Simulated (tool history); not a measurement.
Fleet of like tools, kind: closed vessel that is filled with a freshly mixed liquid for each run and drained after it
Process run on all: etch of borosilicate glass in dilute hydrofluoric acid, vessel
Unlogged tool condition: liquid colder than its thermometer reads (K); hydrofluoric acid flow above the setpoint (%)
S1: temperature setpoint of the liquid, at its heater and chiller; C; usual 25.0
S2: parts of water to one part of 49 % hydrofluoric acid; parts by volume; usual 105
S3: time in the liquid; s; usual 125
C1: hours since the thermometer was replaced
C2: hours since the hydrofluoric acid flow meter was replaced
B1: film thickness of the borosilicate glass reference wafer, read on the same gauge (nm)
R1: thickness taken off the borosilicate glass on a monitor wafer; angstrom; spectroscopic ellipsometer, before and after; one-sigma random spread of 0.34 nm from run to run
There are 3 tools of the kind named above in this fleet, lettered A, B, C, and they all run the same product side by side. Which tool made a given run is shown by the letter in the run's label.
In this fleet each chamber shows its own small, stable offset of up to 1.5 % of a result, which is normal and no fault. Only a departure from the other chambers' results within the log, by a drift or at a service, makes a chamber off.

{"run": "1C", "hour": 11.0, "S1": 25.0, "S2": 105, "S3": 125, "C1": 1830.1, "C2": 491.3, "B1": 109.99, "R1": 450.32}
{"run": "2A", "hour": 17.6, "S1": 25.0, "S2": 105, "S3": 125, "C1": 1202.2, "C2": 1473.7, "B1": 110.01, "R1": 450.15}
{"run": "3B", "hour": 28.4, "S1": 25.0, "S2": 105, "S3": 125, "C1": 1603.8, "C2": 632.9, "B1": 110.01, "R1": 450.47}
{"run": "4A", "hour": 36.6, "S1": 25.0, "S2": 105, "S3": 125, "C1": 1221.2, "C2": 1492.7, "B1": 109.99, "R1": 456.68}
{"run": "5C", "hour": 46.9, "S1": 25.0, "S2": 105, "S3": 125, "C1": 1866.0, "C2": 527.2, "B1": 109.99, "R1": 448.29}
{"hour": 51.0, "done": "chamber C: thermometer replaced"}
{"run": "6B", "hour": 60.8, "S1": 25.0, "S2": 105, "S3": 65, "C1": 1636.2, "C2": 665.3, "B1": 110.01, "R1": 233.88}
{"run": "7B", "hour": 72.3, "S1": 25.0, "S2": 105, "S3": 65, "C1": 1647.7, "C2": 676.8, "B1": 110.01, "R1": 239.12}
{"run": "8C", "hour": 85.3, "S1": 25.0, "S2": 105, "S3": 65, "C1": 34.3, "C2": 565.6, "B1": 109.98, "R1": 235.94}
{"run": "9A", "hour": 93.8, "S1": 25.0, "S2": 105, "S3": 125, "C1": 1278.4, "C2": 1549.9, "B1": 110.01, "R1": 452.75}
{"run": "10C", "hour": 103.1, "S1": 25.0, "S2": 105, "S3": 125, "C1": 52.1, "C2": 583.4, "B1": 109.99, "R1": 452.14}
{"run": "11B", "hour": 113.2, "S1": 25.0, "S2": 105, "S3": 125, "C1": 1688.6, "C2": 717.7, "B1": 110.0, "R1": 452.91}
{"run": "12A", "hour": 122.4, "S1": 29.5, "S2": 145, "S3": 125, "C1": 1307.0, "C2": 1578.5, "B1": 109.99, "R1": 369.63}
{"run": "13A", "hour": 131.8, "S1": 29.5, "S2": 145, "S3": 125, "C1": 1316.4, "C2": 1587.9, "B1": 110.0, "R1": 365.48}
{"run": "14C", "hour": 143.9, "S1": 29.5, "S2": 145, "S3": 125, "C1": 92.9, "C2": 624.2, "B1": 110.01, "R1": 365.68}
{"run": "15B", "hour": 150.3, "S1": 25.0, "S2": 105, "S3": 125, "C1": 1725.7, "C2": 754.8, "B1": 110.0, "R1": 449.02}
{"run": "16B", "hour": 156.5, "S1": 25.0, "S2": 105, "S3": 125, "C1": 1731.9, "C2": 761.0, "B1": 109.99, "R1": 457.94}
{"run": "17A", "hour": 164.4, "S1": 25.0, "S2": 105, "S3": 125, "C1": 1349.0, "C2": 1620.5, "B1": 109.99, "R1": 451.25}
{"run": "18C", "hour": 177.1, "S1": 25.0, "S2": 105, "S3": 125, "C1": 126.1, "C2": 657.4, "B1": 110.01, "R1": 462.15}
{"hour": 181.3, "done": "chamber B: hydrofluoric acid flow meter replaced"}
{"run": "19B", "hour": 185.0, "S1": 29.0, "S2": 105, "S3": 125, "C1": 1760.4, "C2": 3.8, "B1": 109.99, "R1": 531.21}
{"run": "20A", "hour": 197.8, "S1": 29.0, "S2": 105, "S3": 125, "C1": 1382.4, "C2": 1653.9, "B1": 110.0, "R1": 527.96}
{"run": "21C", "hour": 209.7, "S1": 29.0, "S2": 105, "S3": 125, "C1": 158.7, "C2": 690.0, "B1": 110.0, "R1": 537.61}
{"run": "22A", "hour": 223.8, "S1": 25.0, "S2": 105, "S3": 125, "C1": 1408.4, "C2": 1679.9, "B1": 109.98, "R1": 450.03}
{"run": "23B", "hour": 235.8, "S1": 25.0, "S2": 105, "S3": 125, "C1": 1811.2, "C2": 54.6, "B1": 109.99, "R1": 453.98}
{"run": "24C", "hour": 246.5, "S1": 25.0, "S2": 105, "S3": 125, "C1": 195.5, "C2": 726.8, "B1": 109.98, "R1": 467.7}
{"run": "25A", "hour": 252.6, "S1": 25.0, "S2": 105, "S3": 125, "C1": 1437.2, "C2": 1708.7, "B1": 109.98, "R1": 444.52}
{"run": "26C", "hour": 261.8, "S1": 25.0, "S2": 105, "S3": 125, "C1": 210.8, "C2": 742.1, "B1": 110.0, "R1": 472.53}
{"run": "27B", "hour": 270.2, "S1": 25.0, "S2": 105, "S3": 70, "C1": 1845.6, "C2": 89.0, "B1": 110.0, "R1": 255.7}
{"run": "28B", "hour": 281.9, "S1": 25.0, "S2": 105, "S3": 70, "C1": 1857.3, "C2": 100.7, "B1": 110.0, "R1": 253.24}
{"run": "29C", "hour": 290.3, "S1": 25.0, "S2": 105, "S3": 70, "C1": 239.3, "C2": 770.6, "B1": 110.0, "R1": 268.44}
{"run": "30A", "hour": 297.3, "S1": 25.0, "S2": 105, "S3": 125, "C1": 1481.9, "C2": 1753.4, "B1": 109.99, "R1": 442.84}
{"run": "31B", "hour": 308.4, "S1": 25.0, "S2": 105, "S3": 125, "C1": 1883.8, "C2": 127.2, "B1": 110.01, "R1": 443.47}
{"run": "32A", "hour": 319.0, "S1": 25.0, "S2": 105, "S3": 125, "C1": 1503.6, "C2": 1775.1, "B1": 110.01, "R1": 449.06}
{"run": "33C", "hour": 325.2, "S1": 25.0, "S2": 105, "S3": 125, "C1": 274.2, "C2": 805.5, "B1": 110.01, "R1": 479.01}
{"run": "34B", "hour": 334.6, "S1": 25.0, "S2": 105, "S3": 125, "C1": 1910.0, "C2": 153.4, "B1": 109.99, "R1": 451.59}
{"run": "35C", "hour": 343.9, "S1": 25.0, "S2": 105, "S3": 125, "C1": 292.9, "C2": 824.2, "B1": 109.99, "R1": 483.03}
{"run": "36A", "hour": 353.9, "S1": 25.0, "S2": 105, "S3": 125, "C1": 1538.5, "C2": 1810.0, "B1": 110.0, "R1": 448.81}
{"run": "37B", "hour": 366.3, "S1": 25.0, "S2": 135, "S3": 85, "C1": 1941.7, "C2": 185.1, "B1": 110.01, "R1": 230.69}
{"run": "38A", "hour": 377.8, "S1": 25.0, "S2": 135, "S3": 85, "C1": 1562.4, "C2": 1833.9, "B1": 110.02, "R1": 228.39}

All chambers now run identical settings, listed one chamber a line with results as question marks. What results will each chamber show?
{"run": "39A", "hour": 388.0, "S1": 29.0, "S2": 105, "S3": 125, "R1": "?"}
{"run": "39B", "hour": 388.0, "S1": 29.0, "S2": 105, "S3": 125, "R1": "?"}
{"run": "39C", "hour": 388.0, "S1": 29.0, "S2": 105, "S3": 125, "R1": "?"}

run=39A R1=523.09
run=39B R1=529.96
run=39C R1=572.22

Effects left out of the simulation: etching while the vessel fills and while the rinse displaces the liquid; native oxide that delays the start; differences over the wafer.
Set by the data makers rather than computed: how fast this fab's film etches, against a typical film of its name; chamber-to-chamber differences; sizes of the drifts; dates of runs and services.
